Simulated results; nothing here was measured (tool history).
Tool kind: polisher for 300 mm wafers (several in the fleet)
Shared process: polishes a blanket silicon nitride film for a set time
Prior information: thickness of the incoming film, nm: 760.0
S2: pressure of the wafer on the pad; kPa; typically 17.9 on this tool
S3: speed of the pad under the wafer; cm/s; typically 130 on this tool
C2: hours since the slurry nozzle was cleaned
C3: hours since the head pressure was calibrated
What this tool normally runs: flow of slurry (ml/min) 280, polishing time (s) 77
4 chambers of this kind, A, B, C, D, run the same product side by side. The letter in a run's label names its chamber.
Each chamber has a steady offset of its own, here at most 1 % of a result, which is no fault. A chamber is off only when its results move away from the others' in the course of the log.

run 1C day=0.375 | flow_of_slurry_(ml/min)=280 S2=17.9 S3=130 polishing_time_(s)=77 | wafers_polished_on_this_pad=485 C2=678.1 C3=33.3 | film_removed_(angstrom)=1031.8
-- day=0.438 chamber B: worn pad replaced by a new one
run 2D day=0.746 | flow_of_slurry_(ml/min)=280 S2=17.9 S3=130 polishing_time_(s)=77 | wafers_polished_on_this_pad=329 C2=69 C3=660.6 | film_removed_(angstrom)=1040.7
run 3A day=1.112 | flow_of_slurry_(ml/min)=280 S2=17.9 S3=130 polishing_time_(s)=77 | wafers_polished_on_this_pad=1137 C2=123.9 C3=547.7 | film_removed_(angstrom)=1056.2
-- day=1.312 chamber A: worn pad replaced by a new one
-- day=1.612 chamber C: worn pad replaced by a new one
run 4B day=1.675 | flow_of_slurry_(ml/min)=280 S2=17.9 S3=130 polishing_time_(s)=77 | wafers_polished_on_this_pad=436 C2=455.2 C3=518.6 | film_removed_(angstrom)=1038.3
run 5B day=2.042 | flow_of_slurry_(ml/min)=280 S2=17.9 S3=130 polishing_time_(s)=77 | wafers_polished_on_this_pad=565 C2=464 C3=527.4 | film_removed_(angstrom)=1039
run 6A day=2.458 | flow_of_slurry_(ml/min)=280 S2=17.9 S3=130 polishing_time_(s)=77 | wafers_polished_on_this_pad=403 C2=156.2 C3=580 | film_removed_(angstrom)=1058.3
-- day=2.571 chamber D: worn pad replaced by a new one
run 7D day=3.021 | flow_of_slurry_(ml/min)=280 S2=17.9 S3=130 polishing_time_(s)=77 | wafers_polished_on_this_pad=158 C2=123.6 C3=715.2 | film_removed_(angstrom)=1036
run 8C day=3.604 | flow_of_slurry_(ml/min)=280 S2=17.9 S3=130 polishing_time_(s)=77 | wafers_polished_on_this_pad=700 C2=755.6 C3=110.8 | film_removed_(angstrom)=1030.9
run 9C day=3.896 | flow_of_slurry_(ml/min)=280 S2=17.9 S3=130 polishing_time_(s)=77 | wafers_polished_on_this_pad=803 C2=762.6 C3=117.8 | film_removed_(angstrom)=1025.1
-- day=3.942 chamber A: head pressure recalibrated
-- day=4.058 chamber B: worn pad replaced by a new one
run 10B day=4.179 | flow_of_slurry_(ml/min)=280 S2=17.9 S3=130 polishing_time_(s)=77 | wafers_polished_on_this_pad=43 C2=515.3 C3=578.7 | film_removed_(angstrom)=1038
-- day=4.446 chamber C: worn pad replaced by a new one
-- day=4.454 chamber A: worn pad replaced by a new one
run 11D day=4.554 | flow_of_slurry_(ml/min)=280 S2=17.9 S3=130 polishing_time_(s)=77 | wafers_polished_on_this_pad=697 C2=160.4 C3=752 | film_removed_(angstrom)=1041.5
run 12A day=5.008 | flow_of_slurry_(ml/min)=280 S2=17.9 S3=130 polishing_time_(s)=77 | wafers_polished_on_this_pad=195 C2=217.4 C3=25.6 | film_removed_(angstrom)=1037.2
run 13A day=5.483 | flow_of_slurry_(ml/min)=280 S2=17.9 S3=130 polishing_time_(s)=77 | wafers_polished_on_this_pad=362 C2=228.8 C3=37 | film_removed_(angstrom)=1034.8
-- day=6.008 chamber D: worn pad replaced by a new one
run 14C day=6.046 | flow_of_slurry_(ml/min)=280 S2=17.9 S3=130 polishing_time_(s)=77 | wafers_polished_on_this_pad=563 C2=814.2 C3=169.4 | film_removed_(angstrom)=1021.8
run 15B day=6.383 | flow_of_slurry_(ml/min)=280 S2=17.9 S3=130 polishing_time_(s)=77 | wafers_polished_on_this_pad=818 C2=568.2 C3=631.6 | film_removed_(angstrom)=1052.7
run 16D day=6.696 | flow_of_slurry_(ml/min)=280 S2=17.9 S3=130 polishing_time_(s)=77 | wafers_polished_on_this_pad=241 C2=211.8 C3=803.4 | film_removed_(angstrom)=1040.1
run 17C day=6.962 | flow_of_slurry_(ml/min)=280 S2=17.9 S3=130 polishing_time_(s)=77 | wafers_polished_on_this_pad=885 C2=836.2 C3=191.4 | film_removed_(angstrom)=1034.1
run 18B day=7.538 | flow_of_slurry_(ml/min)=280 S2=17.9 S3=130 polishing_time_(s)=77 | wafers_polished_on_this_pad=1223 C2=595.9 C3=659.3 | film_removed_(angstrom)=1027.8
-- day=7.808 chamber C: worn pad replaced by a new one
-- day=7.983 chamber A: worn pad replaced by a new one
-- day=8.021 chamber B: worn pad replaced by a new one
run 19A day=8.117 | flow_of_slurry_(ml/min)=280 S2=17.9 S3=130 polishing_time_(s)=77 | wafers_polished_on_this_pad=47 C2=292 C3=100.2 | film_removed_(angstrom)=1039.4
run 20D day=8.708 | flow_of_slurry_(ml/min)=280 S2=17.9 S3=130 polishing_time_(s)=77 | wafers_polished_on_this_pad=949 C2=260.1 C3=851.7 | film_removed_(angstrom)=1050
-- day=8.829 chamber D: worn pad replaced by a new one
run 21A day=9.033 | flow_of_slurry_(ml/min)=280 S2=17.9 S3=130 polishing_time_(s)=77 | wafers_polished_on_this_pad=370 C2=314 C3=122.2 | film_removed_(angstrom)=1018.3
run 22D day=9.342 | flow_of_slurry_(ml/min)=280 S2=17.9 S3=130 polishing_time_(s)=89 | wafers_polished_on_this_pad=181 C2=275.3 C3=866.9 | film_removed_(angstrom)=1210.1
-- day=9.488 chamber C: slurry nozzle cleaned
run 23C day=9.783 | flow_of_slurry_(ml/min)=280 S2=17.9 S3=130 polishing_time_(s)=89 | wafers_polished_on_this_pad=694 C2=7.2 C3=259.1 | film_removed_(angstrom)=1200.5
run 24B day=10.112 | flow_of_slurry_(ml/min)=280 S2=17.9 S3=130 polishing_time_(s)=89 | wafers_polished_on_this_pad=736 C2=657.7 C3=721.1 | film_removed_(angstrom)=1205.7
-- day=10.125 chamber B: head pressure recalibrated
run 25D day=10.392 | flow_of_slurry_(ml/min)=280 S2=17.9 S3=130 polishing_time_(s)=89 | wafers_polished_on_this_pad=550 C2=300.5 C3=892.1 | film_removed_(angstrom)=1208.2
-- day=10.546 chamber C: worn pad replaced by a new one
run 26A day=10.875 | flow_of_slurry_(ml/min)=280 S2=17.9 S3=130 polishing_time_(s)=77 | wafers_polished_on_this_pad=1017 C2=358.2 C3=166.4 | film_removed_(angstrom)=1041
run 27B day=11.179 | flow_of_slurry_(ml/min)=280 S2=17.9 S3=130 polishing_time_(s)=77 | wafers_polished_on_this_pad=1111 C2=683.3 C3=25.4 | film_removed_(angstrom)=1048.2
-- day=11.312 chamber A: worn pad replaced by a new one
run 28C day=11.729 | flow_of_slurry_(ml/min)=280 S2=17.9 S3=130 polishing_time_(s)=77 | wafers_polished_on_this_pad=416 C2=53.9 C3=305.8 | film_removed_(angstrom)=1042.2
-- day=11.788 chamber B: worn pad replaced by a new one
-- day=12.004 chamber D: worn pad replaced by a new one
run 29C day=12.296 | flow_of_slurry_(ml/min)=280 S2=22.1 S3=130 polishing_time_(s)=94 | wafers_polished_on_this_pad=615 C2=67.5 C3=319.4 | film_removed_(angstrom)=1576.2
run 30B day=12.892 | flow_of_slurry_(ml/min)=280 S2=22.1 S3=130 polishing_time_(s)=94 | wafers_polished_on_this_pad=389 C2=724.4 C3=66.5 | film_removed_(angstrom)=1558.4
-- day=13.183 chamber B: slurry nozzle cleaned
run 31D day=13.183 | flow_of_slurry_(ml/min)=280 S2=22.1 S3=130 polishing_time_(s)=94 | wafers_polished_on_this_pad=415 C2=367.5 C3=959.1 | film_removed_(angstrom)=1555.7
run 32A day=13.662 | flow_of_slurry_(ml/min)=280 S2=22.1 S3=130 polishing_time_(s)=94 | wafers_polished_on_this_pad=826 C2=425.1 C3=233.3 | film_removed_(angstrom)=1560.8
run 33A day=13.962 | flow_of_slurry_(ml/min)=280 S2=17.9 S3=130 polishing_time_(s)=77 | wafers_polished_on_this_pad=932 C2=432.3 C3=240.5 | film_removed_(angstrom)=1056.2
run 34D day=14.521 | flow_of_slurry_(ml/min)=280 S2=17.9 S3=130 polishing_time_(s)=77 | wafers_polished_on_this_pad=885 C2=399.6 C3=991.2 | film_removed_(angstrom)=1049.4
-- day=14.938 chamber B: worn pad replaced by a new one
run 35B day=15.046 | flow_of_slurry_(ml/min)=280 S2=17.9 S3=130 polishing_time_(s)=77 | wafers_polished_on_this_pad=38 C2=44.8 C3=118.2 | film_removed_(angstrom)=1025.6

For the next run the whole fleet of 4 chambers uses the same settings. Give each chamber's results:
run 36A day=15.479 | flow_of_slurry_(ml/min)=280 S2=17.9 S3=130 polishing_time_(s)=77 | film_removed_(angstrom)=?
run 36B day=15.479 | flow_of_slurry_(ml/min)=280 S2=17.9 S3=130 polishing_time_(s)=77 | film_removed_(angstrom)=?
run 36C day=15.479 | flow_of_slurry_(ml/min)=280 S2=17.9 S3=130 polishing_time_(s)=77 | film_removed_(angstrom)=?
run 36D day=15.479 | flow_of_slurry_(ml/min)=280 S2=17.9 S3=130 polishing_time_(s)=77 | film_removed_(angstrom)=?

run=36A film_removed_(angstrom)=1048
run=36B film_removed_(angstrom)=1038.7
run=36C film_removed_(angstrom)=1038.2
run=36D film_removed_(angstrom)=1044.9
